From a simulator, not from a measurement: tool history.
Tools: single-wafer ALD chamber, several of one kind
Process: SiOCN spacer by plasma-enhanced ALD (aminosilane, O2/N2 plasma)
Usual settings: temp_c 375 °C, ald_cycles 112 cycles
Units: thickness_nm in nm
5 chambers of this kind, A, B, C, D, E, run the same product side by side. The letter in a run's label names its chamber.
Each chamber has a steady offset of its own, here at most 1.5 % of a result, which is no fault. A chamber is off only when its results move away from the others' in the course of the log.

run   hour  temp_c  ald_cycles  hours since the last thermocouple change  read-back reference wafer on the same gauge, thickness_nm  thickness_nm
 1E    3.5     375         112                                    1955.8                                                     7.4239        6.8228
 2C    7.4     375         112                                    1387.7                                                     7.4391        6.7146
 3D   13.2     375         112                                    2574.7                                                     7.4289         6.723
 4A   18.9     375         112                                      42.5                                                     7.4207          6.78
 5B     23     375         112                                     881.7                                                     7.4345        6.7201
 6D   28.8     375         112                                    2590.3                                                     7.4225        6.7492
 7C   32.2     375         112                                    1412.5                                                     7.4352        6.7865
 8E   38.6     375         112                                    1990.9                                                     7.4385        6.7039
 9A   45.5     375         112                                      69.1                                                      7.433        6.8782
10B   51.3     375         112                                       910                                                     7.4375        6.7903
11C   58.4     375         112                                    1438.7                                                     7.4427         6.784
12B   61.7     375         112                                     920.4                                                     7.4267        6.7312
13D   68.9     375         112                                    2630.4                                                     7.4318        6.7221
14E   75.1     375         134                                    2027.4                                                     7.4366        8.2168
      81.2  -- chamber D: thermocouple changed; heater temperature recalibrated
15A   82.3     375         134                                     105.9                                                      7.434        8.1722
16C     88     375         134                                    1468.3                                                     7.4198        8.1739
17D   94.8     375         134                                      13.6                                                     7.4373         8.036
18B     99     375         134                                     957.7                                                     7.4363        8.0886
19A  102.3     375         112                                     125.9                                                     7.4392        6.8298
20E  106.7     368         101                                      2059                                                     7.4266        6.1334
21C  113.2     368         101                                    1493.5                                                     7.4315        6.1042
22D    117     368         101                                      35.8                                                      7.446        6.1028
23B  121.8     368         101                                     980.5                                                     7.4416        6.0587
24A  128.2     368         101                                     151.8                                                      7.426        6.1593
25E  131.8     375         112                                    2084.1                                                     7.4303        6.7441
26A  136.1     375         112                                     159.7                                                     7.4234        6.8606
27E  141.3     375         112                                    2093.6                                                     7.4216        6.7522
28C  147.4     375         112                                    1527.7                                                     7.4304        6.7775
29D  153.2     375         112                                        72                                                     7.4275        6.7377
30B  157.1     375         112                                    1015.8                                                     7.4466        6.7258
31D  161.4     385         121                                      80.2                                                     7.4285        7.2565
32B  166.8     385         121                                    1025.5                                                     7.4342        7.2615

Next, every chamber runs the same settings. What will each give?
33A  172.2     375         112                                                                                                                  ?
33B  172.2     375         112                                                                                                                  ?
33C  172.2     375         112                                                                                                                  ?
33D  172.2     375         112                                                                                                                  ?
33E  172.2     375         112                                                                                                                  ?

run  thickness_nm
33A        6.8123
33B        6.7586
33C        6.7656
33D        6.7374
33E        6.8131
